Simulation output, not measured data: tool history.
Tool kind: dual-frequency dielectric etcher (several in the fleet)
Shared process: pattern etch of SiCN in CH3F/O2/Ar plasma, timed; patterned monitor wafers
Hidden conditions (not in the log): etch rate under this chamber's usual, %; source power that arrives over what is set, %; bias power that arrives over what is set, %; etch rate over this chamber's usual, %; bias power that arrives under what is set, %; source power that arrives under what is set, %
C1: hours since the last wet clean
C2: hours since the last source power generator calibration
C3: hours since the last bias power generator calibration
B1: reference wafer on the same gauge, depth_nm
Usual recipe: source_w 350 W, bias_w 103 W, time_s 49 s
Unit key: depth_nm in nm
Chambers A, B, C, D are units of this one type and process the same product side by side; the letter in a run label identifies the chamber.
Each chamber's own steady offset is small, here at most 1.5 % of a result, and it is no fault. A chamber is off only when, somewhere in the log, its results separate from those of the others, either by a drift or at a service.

run 1D day=0.142 | source_w=350 bias_w=103 time_s=49 | C1=278.3 C2=1978 C3=2625.8 | B1=22.4 | depth_nm=20.039
run 2A day=0.371 | source_w=350 bias_w=103 time_s=49 | C1=422 C2=822.3 C3=212.8 | B1=22.411 | depth_nm=20.195
run 3B day=0.546 | source_w=350 bias_w=103 time_s=49 | C1=511.9 C2=2721.3 C3=1901.3 | B1=22.404 | depth_nm=20.079
run 4C day=0.733 | source_w=350 bias_w=103 time_s=49 | C1=561.6 C2=1851.5 C3=608.9 | B1=22.407 | depth_nm=20.14
run 5D day=0.875 | source_w=350 bias_w=120 time_s=49 | C1=295.9 C2=1995.6 C3=2643.4 | B1=22.409 | depth_nm=21.284
run 6C day=1.038 | source_w=350 bias_w=120 time_s=49 | C1=568.9 C2=1858.8 C3=616.2 | B1=22.406 | depth_nm=21.367
run 7B day=1.204 | source_w=350 bias_w=120 time_s=49 | C1=527.7 C2=2737.1 C3=1917.1 | B1=22.387 | depth_nm=21.35
run 8A day=1.421 | source_w=350 bias_w=120 time_s=49 | C1=447.2 C2=847.5 C3=238 | B1=22.383 | depth_nm=21.389
run 9D day=1.654 | source_w=350 bias_w=103 time_s=49 | C1=314.6 C2=2014.3 C3=2662.1 | B1=22.399 | depth_nm=20.071
run 10A day=1.804 | source_w=350 bias_w=103 time_s=49 | C1=456.4 C2=856.7 C3=247.2 | B1=22.407 | depth_nm=20.111
run 11C day=1.979 | source_w=350 bias_w=103 time_s=55 | C1=591.5 C2=1881.4 C3=638.8 | B1=22.408 | depth_nm=22.536
run 12B day=2.096 | source_w=350 bias_w=103 time_s=55 | C1=549.1 C2=2758.5 C3=1938.5 | B1=22.393 | depth_nm=22.58
run 13C day=2.25 | source_w=350 bias_w=103 time_s=55 | C1=598 C2=1887.9 C3=645.3 | B1=22.393 | depth_nm=22.602
run 14B day=2.412 | source_w=350 bias_w=103 time_s=55 | C1=556.7 C2=2766.1 C3=1946.1 | B1=22.383 | depth_nm=22.607
run 15A day=2.55 | source_w=350 bias_w=103 time_s=49 | C1=474.3 C2=874.6 C3=265.1 | B1=22.392 | depth_nm=20.217
run 16D day=2.662 | source_w=350 bias_w=103 time_s=49 | C1=338.8 C2=2038.5 C3=2686.3 | B1=22.406 | depth_nm=20.067
run 17C day=2.892 | source_w=350 bias_w=103 time_s=49 | C1=613.4 C2=1903.3 C3=660.7 | B1=22.409 | depth_nm=20.12
-- day=2.95 chamber A: wet clean of the chamber
run 18B day=3.15 | source_w=350 bias_w=103 time_s=49 | C1=574.4 C2=2783.8 C3=1963.8 | B1=22.398 | depth_nm=20.106
run 19D day=3.288 | source_w=350 bias_w=103 time_s=49 | C1=353.8 C2=2053.5 C3=2701.3 | B1=22.395 | depth_nm=20.162
run 20A day=3.417 | source_w=350 bias_w=103 time_s=49 | C1=11.2 C2=895.4 C3=285.9 | B1=22.396 | depth_nm=20.165
-- day=3.521 chamber D: wet clean of the chamber
run 21B day=3.546 | source_w=350 bias_w=103 time_s=49 | C1=583.9 C2=2793.3 C3=1973.3 | B1=22.402 | depth_nm=20.082
run 22D day=3.738 | source_w=350 bias_w=103 time_s=49 | C1=5.3 C2=2064.3 C3=2712.1 | B1=22.409 | depth_nm=20.124
-- day=3.85 chamber B: wet clean of the chamber
run 23C day=3.871 | source_w=290 bias_w=103 time_s=59 | C1=636.9 C2=1926.8 C3=684.2 | B1=22.399 | depth_nm=22.611
run 24A day=4.104 | source_w=290 bias_w=103 time_s=59 | C1=27.7 C2=911.9 C3=302.4 | B1=22.389 | depth_nm=22.641
-- day=4.35 chamber C: wet clean of the chamber
run 25C day=4.354 | source_w=290 bias_w=103 time_s=59 | C1=0.1 C2=1938.4 C3=695.8 | B1=22.381 | depth_nm=22.706
run 26A day=4.571 | source_w=290 bias_w=103 time_s=59 | C1=38.9 C2=923.1 C3=313.6 | B1=22.391 | depth_nm=22.655
run 27D day=4.775 | source_w=400 bias_w=123 time_s=49 | C1=30.2 C2=2089.2 C3=2737 | B1=22.403 | depth_nm=22.575
run 28B day=4.921 | source_w=400 bias_w=123 time_s=49 | C1=25.7 C2=2826.3 C3=2006.3 | B1=22.401 | depth_nm=22.597
run 29B day=5.133 | source_w=400 bias_w=123 time_s=49 | C1=30.8 C2=2831.4 C3=2011.4 | B1=22.397 | depth_nm=22.554
run 30A day=5.346 | source_w=400 bias_w=123 time_s=49 | C1=57.5 C2=941.7 C3=332.2 | B1=22.397 | depth_nm=22.644
run 31C day=5.508 | source_w=350 bias_w=103 time_s=49 | C1=27.8 C2=1966.1 C3=723.5 | B1=22.41 | depth_nm=20.1
run 32D day=5.629 | source_w=350 bias_w=103 time_s=49 | C1=50.7 C2=2109.7 C3=2757.5 | B1=22.406 | depth_nm=20.072
run 33B day=5.867 | source_w=270 bias_w=103 time_s=62.5 | C1=48.4 C2=2849 C3=2029 | B1=22.404 | depth_nm=23.241
run 34D day=6.054 | source_w=270 bias_w=103 time_s=62.5 | C1=60.9 C2=2119.9 C3=2767.7 | B1=22.407 | depth_nm=23.302
run 35C day=6.221 | source_w=270 bias_w=103 time_s=62.5 | C1=44.9 C2=1983.2 C3=740.6 | B1=22.398 | depth_nm=23.342

Decide between three cases: one chamber stands off from its peers, the gauge reading all wafers drifts, or nothing is wrong past each chamber's small offset. Where a chamber is off, say which and what most likely put it there.

Neither any chamber nor the gauge drifts; the chambers differ only by their own small, steady offsets.
